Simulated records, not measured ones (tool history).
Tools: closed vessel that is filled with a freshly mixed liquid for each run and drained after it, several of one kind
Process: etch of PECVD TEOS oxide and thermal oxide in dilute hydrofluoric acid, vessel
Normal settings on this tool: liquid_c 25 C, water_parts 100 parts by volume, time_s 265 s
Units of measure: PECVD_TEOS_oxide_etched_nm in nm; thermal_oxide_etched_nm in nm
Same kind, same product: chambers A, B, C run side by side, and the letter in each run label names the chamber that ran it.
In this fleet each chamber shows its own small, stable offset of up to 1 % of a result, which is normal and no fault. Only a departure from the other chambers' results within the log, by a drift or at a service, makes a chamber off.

run	day	liquid_c	water_parts	time_s	read-back film thickness of the PECVD TEOS oxide reference wafer, read on the same gauge (nm)	read-back film thickness of the thermal oxide reference wafer, read on the same gauge (nm)	PECVD_TEOS_oxide_etched_nm	thermal_oxide_etched_nm
1B	0.467	25	100	265	100.030	120.01	30.197	13.2820
2A	0.717	25	100	265	99.987	119.99	30.525	13.2020
3C	1.021	25	100	265	99.955	120.00	30.726	13.1180
4C	1.283	25	100	265	100.000	120.01	30.769	13.2980
5A	1.804	25	100	265	99.981	120.01	30.587	13.2590
6B	2.108	25	100	265	100.010	120.00	30.425	13.0160
7A	2.454	25	100	265	100.020	120.02	30.771	13.2130
8C	2.708	25	130	265	100.010	120.00	22.201	9.7882
9B	3.025	25	130	265	99.994	120.00	22.565	9.8207
10B	3.367	25	130	265	99.998	120.01	22.457	9.8289
11A	3.871	25	100	265	99.984	120.00	30.893	13.0930
12C	4.112	25	100	265	100.000	120.00	30.162	13.2310
13C	4.471	25	100	265	99.975	119.97	30.345	13.1650
14B	4.792	25	100	265	99.972	120.01	30.671	13.1120
15A	5.058	25	100	265	100.040	119.98	30.468	13.2810
16A	5.433	25	100	265	100.010	119.99	30.449	13.1140
17B	5.708	22	100	265	99.991	120.00	27.196	11.5820
18C	6.104	22	100	265	100.000	119.98	27.019	11.9530
# day 6.217: chamber B: hydrofluoric acid flow meter replaced
19B	6.617	22	100	265	100.030	119.99	26.936	11.8160
20C	6.950	25	100	265	99.968	119.98	30.707	13.4580
21A	7.283	25	100	265	100.030	120.00	30.659	13.1380
22C	7.696	25	100	265	99.996	120.00	30.511	13.1600
23B	8.121	25	100	265	100.020	120.03	30.629	13.0430
24A	8.400	25	100	265	100.010	120.01	30.368	13.1980
25C	8.721	25	100	265	99.994	120.00	30.368	13.2680
# day 8.838: chamber A: thermometer replaced
26B	9.238	25	100	265	100.020	120.01	30.566	13.2190
27A	9.525	25	100	265	100.000	120.00	30.671	13.1550
# day 9.571: chamber A: hydrofluoric acid flow meter replaced
28A	9.912	25	100	265	99.976	119.99	30.126	13.1320
29C	10.408	25	100	265	99.973	120.00	30.536	13.4650
30B	10.754	25	100	265	99.966	120.00	30.259	13.1200
31B	11.221	25	100	265	100.010	120.01	30.331	13.1370
32A	11.733	25	100	265	100.010	120.00	30.302	13.2100
33C	11.988	25	100	265	100.010	120.00	30.344	13.2250
34A	12.279	25	100	265	100.000	119.98	30.149	13.1990

Does one chamber stand apart from the rest, does the shared gauge drift, or is all well apart from small per-chamber offsets? Give the chamber and the most likely cause, where there is one.

No chamber is off and the gauge is stable; the differences are just each chamber's small, constant offset.
